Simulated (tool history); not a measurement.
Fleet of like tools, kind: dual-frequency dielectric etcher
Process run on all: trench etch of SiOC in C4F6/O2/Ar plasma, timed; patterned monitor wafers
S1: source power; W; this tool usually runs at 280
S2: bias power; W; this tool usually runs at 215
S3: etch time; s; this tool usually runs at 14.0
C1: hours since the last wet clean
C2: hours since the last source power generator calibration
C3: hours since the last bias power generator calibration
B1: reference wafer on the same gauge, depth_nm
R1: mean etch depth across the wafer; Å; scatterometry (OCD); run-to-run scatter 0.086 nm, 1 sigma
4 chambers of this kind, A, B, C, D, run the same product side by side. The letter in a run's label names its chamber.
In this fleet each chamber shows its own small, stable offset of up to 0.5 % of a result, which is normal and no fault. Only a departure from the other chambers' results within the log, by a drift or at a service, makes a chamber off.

run 1B hour=4.4 | S1=280 S2=215 S3=14.0 | C1=407.3 C2=1364.8 C3=99.2 | B1=27.591 | R1=267.11
run 2C hour=6.9 | S1=280 S2=215 S3=14.0 | C1=461.5 C2=2162.6 C3=1370.4 | B1=27.590 | R1=269.06
run 3A hour=9.0 | S1=280 S2=215 S3=14.0 | C1=158.7 C2=222.0 C3=3666.1 | B1=27.593 | R1=267.56
run 4D hour=12.5 | S1=280 S2=215 S3=14.0 | C1=63.7 C2=756.0 C3=800.0 | B1=27.595 | R1=267.45
run 5B hour=14.7 | S1=280 S2=215 S3=14.0 | C1=417.6 C2=1375.1 C3=109.5 | B1=27.589 | R1=268.67
run 6A hour=18.9 | S1=330 S2=237 S3=14.0 | C1=168.6 C2=231.9 C3=3676.0 | B1=27.599 | R1=296.00
run 7D hour=21.6 | S1=330 S2=237 S3=14.0 | C1=72.8 C2=765.1 C3=809.1 | B1=27.608 | R1=295.84
run 8C hour=25.2 | S1=330 S2=237 S3=14.0 | C1=479.8 C2=2180.9 C3=1388.7 | B1=27.606 | R1=296.09
run 9D hour=28.8 | S1=330 S2=237 S3=14.0 | C1=80.0 C2=772.3 C3=816.3 | B1=27.613 | R1=294.97
run 10C hour=30.8 | S1=280 S2=215 S3=14.0 | C1=485.4 C2=2186.5 C3=1394.3 | B1=27.627 | R1=269.87
run 11B hour=34.3 | S1=280 S2=215 S3=14.0 | C1=437.2 C2=1394.7 C3=129.1 | B1=27.586 | R1=269.68
run 12A hour=37.9 | S1=350 S2=245 S3=14.0 | C1=187.6 C2=250.9 C3=3695.0 | B1=27.587 | R1=304.96
run 13D hour=41.2 | S1=350 S2=245 S3=14.0 | C1=92.4 C2=784.7 C3=828.7 | B1=27.593 | R1=305.71
run 14B hour=44.9 | S1=350 S2=245 S3=14.0 | C1=447.8 C2=1405.3 C3=139.7 | B1=27.613 | R1=305.52
run 15A hour=48.2 | S1=350 S2=245 S3=14.0 | C1=197.9 C2=261.2 C3=3705.3 | B1=27.597 | R1=304.11
run 16C hour=50.3 | S1=280 S2=215 S3=14.0 | C1=504.9 C2=2206.0 C3=1413.8 | B1=27.598 | R1=269.52
run 17B hour=52.9 | S1=280 S2=215 S3=14.0 | C1=455.8 C2=1413.3 C3=147.7 | B1=27.591 | R1=266.64
run 18D hour=55.2 | S1=280 S2=215 S3=14.0 | C1=106.4 C2=798.7 C3=842.7 | B1=27.586 | R1=267.33
run 19A hour=57.2 | S1=280 S2=215 S3=14.0 | C1=206.9 C2=270.2 C3=3714.3 | B1=27.618 | R1=267.99
-- hour=60.2 chamber B: wet clean of the chamber
run 20C hour=61.4 | S1=280 S2=215 S3=14.0 | C1=516.0 C2=2217.1 C3=1424.9 | B1=27.592 | R1=268.76
run 21B hour=64.8 | S1=280 S2=215 S3=14.0 | C1=4.7 C2=1425.2 C3=159.6 | B1=27.614 | R1=261.90
run 22A hour=68.6 | S1=280 S2=215 S3=14.0 | C1=218.3 C2=281.6 C3=3725.7 | B1=27.601 | R1=267.61
run 23C hour=70.7 | S1=280 S2=244 S3=15.5 | C1=525.3 C2=2226.4 C3=1434.2 | B1=27.623 | R1=311.82
run 24D hour=73.7 | S1=280 S2=244 S3=15.5 | C1=124.9 C2=817.2 C3=861.2 | B1=27.611 | R1=308.77
run 25B hour=78.1 | S1=280 S2=244 S3=15.5 | C1=18.0 C2=1438.5 C3=172.9 | B1=27.599 | R1=302.22
run 26A hour=81.3 | S1=280 S2=244 S3=15.5 | C1=231.0 C2=294.3 C3=3738.4 | B1=27.580 | R1=309.83
run 27C hour=84.6 | S1=280 S2=215 S3=14.0 | C1=539.2 C2=2240.3 C3=1448.1 | B1=27.603 | R1=268.49
run 28D hour=87.4 | S1=280 S2=215 S3=14.0 | C1=138.6 C2=830.9 C3=874.9 | B1=27.587 | R1=267.88
run 29B hour=89.5 | S1=280 S2=197 S3=11.5 | C1=29.4 C2=1449.9 C3=184.3 | B1=27.617 | R1=208.74
run 30A hour=91.6 | S1=280 S2=197 S3=11.5 | C1=241.3 C2=304.6 C3=3748.7 | B1=27.599 | R1=213.58
run 31D hour=94.9 | S1=280 S2=197 S3=11.5 | C1=146.1 C2=838.4 C3=882.4 | B1=27.607 | R1=213.45
run 32C hour=97.0 | S1=280 S2=197 S3=11.5 | C1=551.6 C2=2252.7 C3=1460.5 | B1=27.635 | R1=214.58
run 33C hour=100.8 | S1=280 S2=215 S3=14.0 | C1=555.4 C2=2256.5 C3=1464.3 | B1=27.606 | R1=269.60
run 34D hour=104.0 | S1=280 S2=215 S3=14.0 | C1=155.2 C2=847.5 C3=891.5 | B1=27.603 | R1=269.56
run 35B hour=107.2 | S1=280 S2=175 S3=14.0 | C1=47.1 C2=1467.6 C3=202.0 | B1=27.593 | R1=243.91
run 36A hour=111.0 | S1=280 S2=175 S3=14.0 | C1=260.7 C2=324.0 C3=3768.1 | B1=27.620 | R1=249.21
run 37D hour=113.9 | S1=280 S2=175 S3=14.0 | C1=165.1 C2=857.4 C3=901.4 | B1=27.606 | R1=250.78
run 38A hour=115.8 | S1=280 S2=175 S3=14.0 | C1=265.5 C2=328.8 C3=3772.9 | B1=27.612 | R1=251.01
run 39C hour=117.9 | S1=280 S2=215 S3=14.0 | C1=572.5 C2=2273.6 C3=1481.4 | B1=27.605 | R1=269.69
run 40B hour=119.8 | S1=280 S2=215 S3=14.0 | C1=59.7 C2=1480.2 C3=214.6 | B1=27.604 | R1=260.17

Is one chamber off against the others, does the gauge drift, or is nothing wrong? If a chamber is off, say which, and what the likeliest cause is.

After it was serviced, chamber B no longer matches the other chambers.
Cause: etch rate under this chamber's usual, % = 2.44.

Here are 4 candidates for chamber B's next run, each the usual settings with a change, their results left as question marks. Which one brings its results back in line with what the others give on the usual settings?
In line means no further than this from the other chambers' mean on the usual settings: R1 3.00 Å
run 41B-1 hour=122.9 | S1=280 S2=213 S3=14.0 | R1=?
run 41B-2 hour=122.9 | S1=280 S2=219 S3=14.0 | R1=?
run 41B-3 hour=122.9 | S1=270 S2=208 S3=14.0 | R1=?
run 41B-4 hour=122.9 | S1=300 S2=215 S3=14.0 | R1=?

The other chambers' mean on the usual settings: R1 268.19 Å
run=41B-1 R1=260.89
run=41B-2 R1=263.31
run=41B-3 R1=255.26
run=41B-4 R1=268.72
41B-4 brings the chamber back in line.
